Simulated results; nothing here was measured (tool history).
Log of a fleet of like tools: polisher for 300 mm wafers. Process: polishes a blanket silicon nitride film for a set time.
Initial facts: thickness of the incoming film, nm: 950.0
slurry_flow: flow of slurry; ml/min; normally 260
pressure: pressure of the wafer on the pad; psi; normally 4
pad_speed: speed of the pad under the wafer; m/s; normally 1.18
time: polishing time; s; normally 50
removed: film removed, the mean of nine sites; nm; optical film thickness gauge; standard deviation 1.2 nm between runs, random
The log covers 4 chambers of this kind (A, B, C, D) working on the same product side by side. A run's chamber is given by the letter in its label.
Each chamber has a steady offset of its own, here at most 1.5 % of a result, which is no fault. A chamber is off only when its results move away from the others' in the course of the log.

run	hour	slurry_flow	pressure	pad_speed	time	wafers polished on this pad	hours since the slurry nozzle was cleaned	hours since the head pressure was calibrated	removed
# hour 0.3: chamber D: head pressure recalibrated
1B	4.4	260	4	1.18	50	615	158	355	120.51
# hour 6.6: chamber B: worn pad replaced by a new one
2D	7.3	260	4	1.18	50	343	818.4	7.1	118.45
3C	12.8	260	4	1.18	50	207	355.6	331.6	123.42
4A	18.4	260	4	1.18	50	1169	57.3	598.7	121.91
# hour 19.2: chamber A: worn pad replaced by a new one
5D	23.3	260	4	1.18	50	475	834.4	23.1	120.63
# hour 27.6: chamber B: slurry nozzle cleaned
6C	28	260	4	1.18	50	333	370.8	346.8	123.72
7B	32.9	260	4	1.18	50	218	5.3	383.5	122.99
8A	37	260	4	1.18	50	148	75.9	617.3	122.59
9D	42.8	260	4	1.18	50	637	853.9	42.6	123.51
10B	47.5	200	4	1.18	50	339	19.9	398.1	116.65
11C	52.3	200	4	1.18	50	534	395.1	371.1	120.3
12A	58	200	4	1.18	50	322	96.9	638.3	118.81
13D	60.8	200	4	1.18	50	786	871.9	60.6	116.09
14A	65.6	260	4	1.18	50	385	104.5	645.9	122.37
# hour 66.3: chamber D: slurry nozzle cleaned
15B	68.5	220	4	1.18	34	513	40.9	419.1	81.807
# hour 71.1: chamber C: head pressure recalibrated
16C	73.7	220	4	1.18	34	711	416.5	2.6	91.426
17A	79.3	220	4	1.18	34	498	118.2	659.6	82.077
18D	83	220	4	1.18	34	970	16.8	82.8	79.734
# hour 85.5: chamber C: worn pad replaced by a new one
# hour 85.7: chamber B: worn pad replaced by a new one
19B	87.8	260	4	1.18	50	18	60.2	438.4	121.43
20C	92.2	205	4	1.18	50	55	435	21.1	134.96
21B	97.5	205	4	1.18	50	98	69.9	448.1	118.44
22D	100.8	205	4	1.18	50	1117	34.6	100.6	119.46
# hour 103: chamber D: worn pad replaced by a new one
23A	103.9	205	4	1.18	50	702	142.8	684.2	119.94
24C	109	325	5.3	1.18	50	195	451.8	37.9	188.73
25D	111.7	325	5.3	1.18	50	72	45.5	111.5	162.14
26A	117.8	325	5.3	1.18	50	817	156.7	698.1	169.08
27B	123.5	325	5.3	1.18	50	313	95.9	474.1	167.79
28C	126.7	260	4	1.18	50	341	469.5	55.6	136.75
29D	130.5	260	4	1.18	50	228	64.3	130.3	121.64
30C	133.2	260	4	1.18	50	395	476	62.1	137.61
31B	137.3	260	4	1.18	50	428	109.7	487.9	123.69
32A	140.9	260	4	1.18	50	1009	179.8	721.2	122.9
33B	145.4	260	4	1.18	50	495	117.8	496	124.67
34C	148.4	260	4	1.18	50	521	491.2	77.3	136.53
35D	152.6	215	5	1.18	50	411	86.4	152.4	149.13
36A	157.7	215	5	1.18	50	1148	196.6	738	151.71

For the next run the whole fleet of 4 chambers uses the same settings. Give each chamber's results:
37A	162.1	260	4	1.18	37				?
37B	162.1	260	4	1.18	37				?
37C	162.1	260	4	1.18	37				?
37D	162.1	260	4	1.18	37				?

run	removed
37A	91.178
37B	89.834
37C	101.28
37D	90.496

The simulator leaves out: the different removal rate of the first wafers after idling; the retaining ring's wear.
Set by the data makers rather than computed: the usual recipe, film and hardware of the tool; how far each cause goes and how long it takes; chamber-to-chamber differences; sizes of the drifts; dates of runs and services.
